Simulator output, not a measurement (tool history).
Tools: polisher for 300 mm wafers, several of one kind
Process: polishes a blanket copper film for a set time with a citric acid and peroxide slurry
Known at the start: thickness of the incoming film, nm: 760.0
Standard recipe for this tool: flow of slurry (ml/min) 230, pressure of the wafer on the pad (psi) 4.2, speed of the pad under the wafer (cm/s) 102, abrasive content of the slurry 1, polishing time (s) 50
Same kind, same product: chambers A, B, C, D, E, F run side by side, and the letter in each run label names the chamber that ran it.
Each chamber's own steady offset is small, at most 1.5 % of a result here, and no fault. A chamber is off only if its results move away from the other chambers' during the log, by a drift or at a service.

run,hour,flow of slurry (ml/min),pressure of the wafer on the pad (psi),speed of the pad under the wafer (cm/s),abrasive content of the slurry,polishing time (s),wafers polished on this pad,hours since the slurry nozzle was cleaned,hours since the head pressure was calibrated,hours since the slurry blender was calibrated,film removed (nm)
1E,13,230,4.2,102,1,50,544,150.5,1170.7,13.4,176.69
# hour 15.2: chamber A: worn pad replaced by a new one
# hour 17.3: chamber C: worn pad replaced by a new one
# hour 18.8: chamber F: slurry nozzle cleaned
# hour 23.4: chamber A: slurry blender recalibrated
2C,27.4,230,4.2,102,1,50,100,284.5,156.1,237.3,169.39
3A,34.8,230,4.2,102,1,50,194,92.7,305.2,11.4,175.83
# hour 35.3: chamber F: slurry blender recalibrated
4F,46.9,230,4.2,102,1,50,776,28.2,1051.5,11.6,174.03
# hour 57.3: chamber F: worn pad replaced by a new one
5B,58.8,230,4.2,102,1,50,808,287.6,137.9,262.1,174.99
# hour 60.4: chamber B: worn pad replaced by a new one
# hour 62.7: chamber C: slurry blender recalibrated
6D,66.2,230,4.2,102,1,65,1248,143.5,650.4,131.4,227.43
7A,79.9,230,4.2,102,1,65,639,137.8,350.3,56.5,229.17
# hour 80.2: chamber E: worn pad replaced by a new one
# hour 89.8: chamber B: slurry nozzle cleaned
# hour 90: chamber D: worn pad replaced by a new one
8B,91.2,230,4.2,102,1,65,304,1.5,170.3,294.5,225.84
9E,104.9,230,4.2,102,1,65,244,242.4,1262.6,105.3,224.92
# hour 105: chamber A: worn pad replaced by a new one
10C,114.3,230,4.2,102,1,65,957,371.4,243,51.6,224.64
11F,126.8,230,4.2,102,1,65,686,108.1,1131.4,91.5,229.59
# hour 131.3: chamber C: worn pad replaced by a new one
12D,134.4,230,4.2,102,1,50,438,211.7,718.6,199.6,175.32
# hour 137.3: chamber F: worn pad replaced by a new one
# hour 139.2: chamber D: slurry blender recalibrated
13D,145.3,230,4.2,102,1,50,546,222.6,729.5,6.2,176.68
14B,153.2,230,4.2,102,1,50,916,63.5,232.3,356.5,174.63
# hour 155.5: chamber A: head pressure recalibrated
# hour 158.8: chamber B: worn pad replaced by a new one
15E,162.1,230,4.2,102,1,50,809,299.6,1319.8,162.5,176.58
16C,172.8,230,4.2,102,1,50,410,429.9,301.5,110.1,171.85
# hour 175.9: chamber B: slurry blender recalibrated
17A,180.9,230,4.2,102,1,50,749,238.8,25.4,157.5,176.2
18F,191.7,230,4.2,102,1,50,537,173,1196.3,156.4,172.56
# hour 201.2: chamber A: slurry blender recalibrated
19E,201.6,230,4.2,102,1,50,1198,339.1,1359.3,202,172.31
# hour 206.4: chamber A: worn pad replaced by a new one
# hour 206.9: chamber E: worn pad replaced by a new one
# hour 211.6: chamber C: slurry nozzle cleaned
20B,216.1,230,4.2,102,1,50,566,126.4,295.2,40.2,171.32
21F,226.2,200,4.2,102,1,59,878,207.5,1230.8,190.9,200.18
# hour 229.3: chamber C: worn pad replaced by a new one
# hour 229.5: chamber D: worn pad replaced by a new one
# hour 234.7: chamber D: slurry nozzle cleaned
# hour 235.1: chamber F: worn pad replaced by a new one
22D,238.8,200,4.2,102,1,59,91,4.1,823,99.7,203.46
# hour 240.5: chamber B: worn pad replaced by a new one
# hour 247.1: chamber E: slurry blender recalibrated
23C,250.6,200,4.2,102,1,59,210,39,379.3,187.9,203.56
24A,263.4,200,4.2,102,1,59,562,321.3,107.9,62.2,202.59
25B,277.3,200,4.2,102,1,59,363,187.6,356.4,101.4,201.33
# hour 282.4: chamber E: head pressure recalibrated
26D,287.9,200,4.2,102,1,59,576,53.2,872.1,148.8,204.37
27E,294.6,230,4.2,102,1,50,865,432.1,12.2,47.5,188.9
28C,307.7,230,4.2,102,1,50,774,96.1,436.4,245,173.2
29F,314.9,205,3.4,102,1,50,788,296.2,1319.5,279.6,138.36
# hour 316.2: chamber F: slurry blender recalibrated
# hour 318.3: chamber A: worn pad replaced by a new one
# hour 321: chamber B: worn pad replaced by a new one
30A,326,205,3.4,102,1,50,76,383.9,170.5,124.8,140.24
# hour 326.2: chamber E: slurry nozzle cleaned
# hour 329.3: chamber E: worn pad replaced by a new one
# hour 331.9: chamber F: worn pad replaced by a new one
# hour 332.2: chamber C: worn pad replaced by a new one
31C,335.6,205,3.4,102,1,50,34,124,464.3,272.9,138.27
# hour 344.1: chamber C: slurry blender recalibrated
32B,346,205,3.4,102,1,50,246,256.3,425.1,170.1,138.21
33D,354.7,205,3.4,102,1,50,1235,120,938.9,215.6,140.48
# hour 357.8: chamber A: slurry nozzle cleaned
# hour 359.5: chamber D: worn pad replaced by a new one
34A,363.2,205,3.4,102,1,50,443,5.5,207.7,162,142.7
35E,376.3,230,4.2,102,1,50,464,50.2,93.9,129.2,188.57
# hour 381.4: chamber D: slurry blender recalibrated
36F,385.6,230,4.2,102,1,50,530,366.9,1390.2,69.4,171.56
# hour 387.9: chamber A: slurry blender recalibrated
37A,399.1,230,4.2,102,1,50,797,41.4,243.6,11.2,180.47
# hour 403: chamber B: worn pad replaced by a new one
38B,409.6,230,4.2,102,1,50,65,319.9,488.7,233.7,171.11
39C,416,230,4.2,102,1,50,827,204.4,544.7,72,171.06
# hour 420.9: chamber F: worn pad replaced by a new one
# hour 426.7: chamber F: head pressure recalibrated
40F,429.3,230,4.2,102,1,50,83,410.6,2.6,113.1,173.47
41E,437,230,4.2,102,1,50,1063,110.9,154.6,189.9,190.32
# hour 444.2: chamber C: worn pad replaced by a new one
42D,447.2,230,4.2,102,1,50,866,212.5,1031.4,65.8,171.83
43C,456.1,230,4.2,102,1,50,117,244.5,584.8,112.1,171.96

What goes on in this fleet: one chamber off, a drifting gauge, or nothing beyond the chambers' own small offsets? Name the chamber and the cause, if any.

Chamber E has stood off from the others ever since a service on it.
Cause: head's pressure above its setpoint, % = 8.72.

Below are 4 candidate recipes for chamber E's next run, each the usual settings with a change, their results shown as question marks. Which of them brings E's results back in line with what the other chambers give on the usual settings?
Maximum distance from the other chambers' mean on the usual settings for a result to count as in line: film removed (nm) 6.2
44E-1,466.5,230,4,102,1,48,,,,,?
44E-2,466.5,230,4.2,102,1.1,50,,,,,?
44E-3,466.5,230,4.2,110,1,50,,,,,?
44E-4,466.5,230,4.2,100,1,50,,,,,?

Usual-settings mean across the other chambers: film removed (nm) 174.24
run,film removed (nm)
44E-1,173.15
44E-2,193.08
44E-3,203.74
44E-4,185.57
It is 44E-1 that realigns the chamber with its peers.
